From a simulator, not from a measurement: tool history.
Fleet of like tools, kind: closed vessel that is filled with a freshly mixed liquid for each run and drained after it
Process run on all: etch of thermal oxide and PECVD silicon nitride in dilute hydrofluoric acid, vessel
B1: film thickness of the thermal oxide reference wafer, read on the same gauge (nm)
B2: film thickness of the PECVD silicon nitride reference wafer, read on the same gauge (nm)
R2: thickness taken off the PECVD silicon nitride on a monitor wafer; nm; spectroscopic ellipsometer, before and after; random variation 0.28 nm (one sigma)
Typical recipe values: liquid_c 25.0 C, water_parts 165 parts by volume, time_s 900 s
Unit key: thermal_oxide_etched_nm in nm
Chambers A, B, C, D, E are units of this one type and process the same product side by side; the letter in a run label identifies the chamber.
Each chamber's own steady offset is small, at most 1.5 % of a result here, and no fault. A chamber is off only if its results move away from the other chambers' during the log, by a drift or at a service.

run 1A hour=2.6 | liquid_c=25.0 water_parts=165 time_s=900 | B1=89.980 B2=120.01 | thermal_oxide_etched_nm=25.763 R2=30.390
run 2C hour=6.1 | liquid_c=25.0 water_parts=165 time_s=900 | B1=90.059 B2=119.99 | thermal_oxide_etched_nm=25.606 R2=29.421
run 3D hour=10.1 | liquid_c=25.0 water_parts=165 time_s=900 | B1=90.019 B2=119.99 | thermal_oxide_etched_nm=25.757 R2=29.943
run 4B hour=13.0 | liquid_c=25.0 water_parts=165 time_s=900 | B1=89.970 B2=120.02 | thermal_oxide_etched_nm=25.450 R2=30.274
run 5E hour=16.6 | liquid_c=21.5 water_parts=165 time_s=1095 | B1=90.005 B2=120.01 | thermal_oxide_etched_nm=27.548 R2=29.092
run 6E hour=20.5 | liquid_c=21.5 water_parts=165 time_s=1095 | B1=90.009 B2=120.00 | thermal_oxide_etched_nm=27.226 R2=28.942
run 7A hour=22.6 | liquid_c=21.5 water_parts=165 time_s=1095 | B1=89.981 B2=119.99 | thermal_oxide_etched_nm=27.366 R2=28.836
run 8B hour=26.1 | liquid_c=21.5 water_parts=165 time_s=1095 | B1=90.010 B2=120.00 | thermal_oxide_etched_nm=27.172 R2=29.534
run 9C hour=28.1 | liquid_c=21.5 water_parts=165 time_s=1095 | B1=89.948 B2=119.99 | thermal_oxide_etched_nm=27.249 R2=28.852
run 10D hour=31.5 | liquid_c=25.0 water_parts=165 time_s=900 | B1=90.026 B2=120.02 | thermal_oxide_etched_nm=25.606 R2=29.492
run 11D hour=34.4 | liquid_c=25.0 water_parts=165 time_s=900 | B1=90.007 B2=120.01 | thermal_oxide_etched_nm=25.400 R2=29.769
run 12E hour=38.1 | liquid_c=25.0 water_parts=165 time_s=900 | B1=90.001 B2=120.01 | thermal_oxide_etched_nm=25.499 R2=29.739
-- hour=38.6 chamber A: hydrofluoric acid flow meter replaced
run 13A hour=41.0 | liquid_c=23.0 water_parts=165 time_s=900 | B1=90.003 B2=120.00 | thermal_oxide_etched_nm=23.928 R2=26.334
run 14C hour=44.0 | liquid_c=23.0 water_parts=165 time_s=900 | B1=90.033 B2=120.01 | thermal_oxide_etched_nm=23.858 R2=25.979
run 15B hour=46.6 | liquid_c=23.0 water_parts=165 time_s=900 | B1=90.006 B2=120.02 | thermal_oxide_etched_nm=23.835 R2=26.655
run 16B hour=50.1 | liquid_c=23.0 water_parts=165 time_s=900 | B1=90.009 B2=119.98 | thermal_oxide_etched_nm=23.510 R2=26.801
run 17A hour=53.7 | liquid_c=23.0 water_parts=165 time_s=900 | B1=89.975 B2=119.98 | thermal_oxide_etched_nm=23.864 R2=26.058
run 18E hour=56.3 | liquid_c=25.0 water_parts=165 time_s=900 | B1=90.005 B2=119.97 | thermal_oxide_etched_nm=25.804 R2=30.041
run 19D hour=59.7 | liquid_c=25.0 water_parts=120 time_s=420 | B1=90.008 B2=120.01 | thermal_oxide_etched_nm=17.282 R2=19.023
run 20C hour=63.0 | liquid_c=25.0 water_parts=120 time_s=420 | B1=90.020 B2=119.99 | thermal_oxide_etched_nm=17.317 R2=19.082
run 21A hour=65.9 | liquid_c=25.0 water_parts=120 time_s=420 | B1=90.004 B2=120.01 | thermal_oxide_etched_nm=17.729 R2=19.335
run 22D hour=68.6 | liquid_c=25.0 water_parts=120 time_s=420 | B1=89.978 B2=120.01 | thermal_oxide_etched_nm=17.377 R2=19.300
run 23E hour=72.8 | liquid_c=25.0 water_parts=120 time_s=420 | B1=90.002 B2=120.02 | thermal_oxide_etched_nm=17.526 R2=19.050
run 24C hour=76.0 | liquid_c=25.0 water_parts=165 time_s=900 | B1=90.015 B2=119.97 | thermal_oxide_etched_nm=25.533 R2=29.541
run 25B hour=79.7 | liquid_c=25.0 water_parts=165 time_s=900 | B1=90.007 B2=120.00 | thermal_oxide_etched_nm=25.515 R2=30.026
run 26D hour=82.9 | liquid_c=25.0 water_parts=165 time_s=900 | B1=89.998 B2=120.02 | thermal_oxide_etched_nm=25.375 R2=30.274
run 27A hour=86.1 | liquid_c=25.0 water_parts=165 time_s=900 | B1=90.006 B2=120.00 | thermal_oxide_etched_nm=25.554 R2=29.967
run 28E hour=88.3 | liquid_c=25.0 water_parts=105 time_s=535 | B1=90.012 B2=119.99 | thermal_oxide_etched_nm=26.147 R2=27.857
run 29B hour=91.6 | liquid_c=25.0 water_parts=105 time_s=535 | B1=89.991 B2=119.99 | thermal_oxide_etched_nm=25.399 R2=28.304
run 30C hour=93.5 | liquid_c=25.0 water_parts=105 time_s=535 | B1=89.980 B2=120.01 | thermal_oxide_etched_nm=25.630 R2=26.992
run 31D hour=95.5 | liquid_c=25.0 water_parts=105 time_s=535 | B1=89.987 B2=119.99 | thermal_oxide_etched_nm=25.823 R2=27.987
run 32A hour=97.8 | liquid_c=25.0 water_parts=105 time_s=535 | B1=90.017 B2=120.01 | thermal_oxide_etched_nm=26.056 R2=28.006
run 33C hour=101.1 | liquid_c=25.0 water_parts=165 time_s=900 | B1=89.991 B2=120.01 | thermal_oxide_etched_nm=25.608 R2=29.673
run 34B hour=105.3 | liquid_c=25.0 water_parts=165 time_s=900 | B1=90.011 B2=119.98 | thermal_oxide_etched_nm=25.574 R2=29.865
run 35E hour=108.6 | liquid_c=25.0 water_parts=165 time_s=900 | B1=89.951 B2=119.98 | thermal_oxide_etched_nm=25.751 R2=29.877
run 36A hour=112.0 | liquid_c=25.0 water_parts=165 time_s=900 | B1=90.026 B2=120.02 | thermal_oxide_etched_nm=25.717 R2=29.885

Predict what each chamber gives when all 5 of them run the settings below next.
run 37A hour=115.1 | liquid_c=25.0 water_parts=165 time_s=900 | thermal_oxide_etched_nm=? R2=?
run 37B hour=115.1 | liquid_c=25.0 water_parts=165 time_s=900 | thermal_oxide_etched_nm=? R2=?
run 37C hour=115.1 | liquid_c=25.0 water_parts=165 time_s=900 | thermal_oxide_etched_nm=? R2=?
run 37D hour=115.1 | liquid_c=25.0 water_parts=165 time_s=900 | thermal_oxide_etched_nm=? R2=?
run 37E hour=115.1 | liquid_c=25.0 water_parts=165 time_s=900 | thermal_oxide_etched_nm=? R2=?

run=37A thermal_oxide_etched_nm=25.754 R2=29.868
run=37B thermal_oxide_etched_nm=25.695 R2=30.690
run=37C thermal_oxide_etched_nm=25.549 R2=29.734
run=37D thermal_oxide_etched_nm=25.492 R2=29.478
run=37E thermal_oxide_etched_nm=25.896 R2=29.358
